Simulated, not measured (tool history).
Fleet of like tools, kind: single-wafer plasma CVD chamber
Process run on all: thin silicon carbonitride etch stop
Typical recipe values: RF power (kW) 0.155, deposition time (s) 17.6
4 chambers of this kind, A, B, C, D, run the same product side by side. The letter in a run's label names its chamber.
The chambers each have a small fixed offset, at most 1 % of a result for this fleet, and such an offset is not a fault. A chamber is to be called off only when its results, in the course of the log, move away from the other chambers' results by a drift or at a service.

run	hour	RF power (kW)	deposition time (s)	read-back reference wafer on the same gauge, thickness_nm	mean film thickness on the monitor wafer (angstrom)
1A	11.6	0.155	17.6	8.7096	92.441
2D	26.2	0.155	17.6	8.7115	92.228
3C	35.1	0.155	17.6	8.7122	93.419
# hour 43.3: chamber D: RF generator calibrated
4B	50.9	0.155	17.6	8.7095	93.233
5D	63.9	0.155	17.6	8.711	92.677
6B	75.6	0.155	17.6	8.7135	93.071
7C	83	0.155	17.6	8.7068	93.422
8A	91.3	0.155	17.6	8.7121	92.233
9D	99.3	0.155	17.6	8.7132	92.642
10B	109.2	0.155	17.6	8.7085	93.029
11C	119.1	0.155	17.6	8.7108	93.315
12A	134.4	0.155	17.6	8.7136	92.168
13A	148.1	0.155	17.6	8.7067	92.347
14C	163.8	0.155	17.6	8.7102	93.278
15D	173.7	0.155	17.6	8.7128	92.577
16B	187.8	0.155	17.6	8.7107	92.852
17C	200.7	0.155	17.6	8.7047	93.264
18D	212.7	0.155	17.6	8.7137	92.599
19A	220	0.155	17.6	8.7064	91.959
20B	227.3	0.155	17.6	8.7174	93.183
21C	239.7	0.155	17.6	8.7108	93.575
22D	251.5	0.155	17.6	8.7062	92.75
23A	264.5	0.155	17.6	8.7099	92.115
24B	275.1	0.155	17.6	8.7078	93.321
25D	288.2	0.155	17.6	8.709	92.461
26A	298.3	0.155	17.6	8.7094	91.682
27C	306.4	0.155	17.6	8.7102	93.097
28B	314.6	0.155	17.6	8.7104	93.257
29C	329.6	0.175	17.6	8.7112	96.549
30D	340.4	0.175	17.6	8.716	95.964
31B	352.8	0.175	17.6	8.7081	96.776
32A	365.6	0.175	17.6	8.7066	94.839
33D	377.3	0.155	17.6	8.7115	92.502
34A	388.4	0.155	17.6	8.7077	91.097
35C	402.1	0.155	19.4	8.7103	102.5
36B	409.6	0.155	19.4	8.7136	102.62
37B	423.2	0.155	19.4	8.7067	102.57
38D	432.5	0.155	19.4	8.7113	102.25
39C	442.8	0.185	15.3	8.7053	85.251
40A	454.2	0.185	15.3	8.7108	83.708
41D	464.7	0.185	15.3	8.7126	84.755
42C	477.2	0.185	15.3	8.7118	85.484
43A	484.8	0.155	17.6	8.7076	91.206

Has any chamber moved away from the others, gradually or after a service, or does the common gauge drift, or do the chambers differ only by their own small steady offsets? State the chamber and the most likely cause if one applies.

It is chamber A that slowly wanders off from its peers.
Cause: delivered RF power below the setpoint (%) = 4.12.

Chamber A could run next with any of the 4 candidate recipes listed below; each alters the usual settings, and their results appear as question marks. Which one brings its results back in line with what the other chambers deliver on the usual settings?
Allowed miss from the other chambers' usual-settings mean, per result, to count as in line: mean film thickness on the monitor wafer (angstrom) 0.74
44A-1	496.3	0.155	16.9		?
44A-2	496.3	0.145	17.6		?
44A-3	496.3	0.155	18		?
44A-4	496.3	0.155	18.3		?

Mean of the other chambers on the usual settings: mean film thickness on the monitor wafer (angstrom) 93.026
run	mean film thickness on the monitor wafer (angstrom)
44A-1	87.445
44A-2	89.269
44A-3	93.137
44A-4	94.689
44A-3 puts the chamber back in line with the other chambers.

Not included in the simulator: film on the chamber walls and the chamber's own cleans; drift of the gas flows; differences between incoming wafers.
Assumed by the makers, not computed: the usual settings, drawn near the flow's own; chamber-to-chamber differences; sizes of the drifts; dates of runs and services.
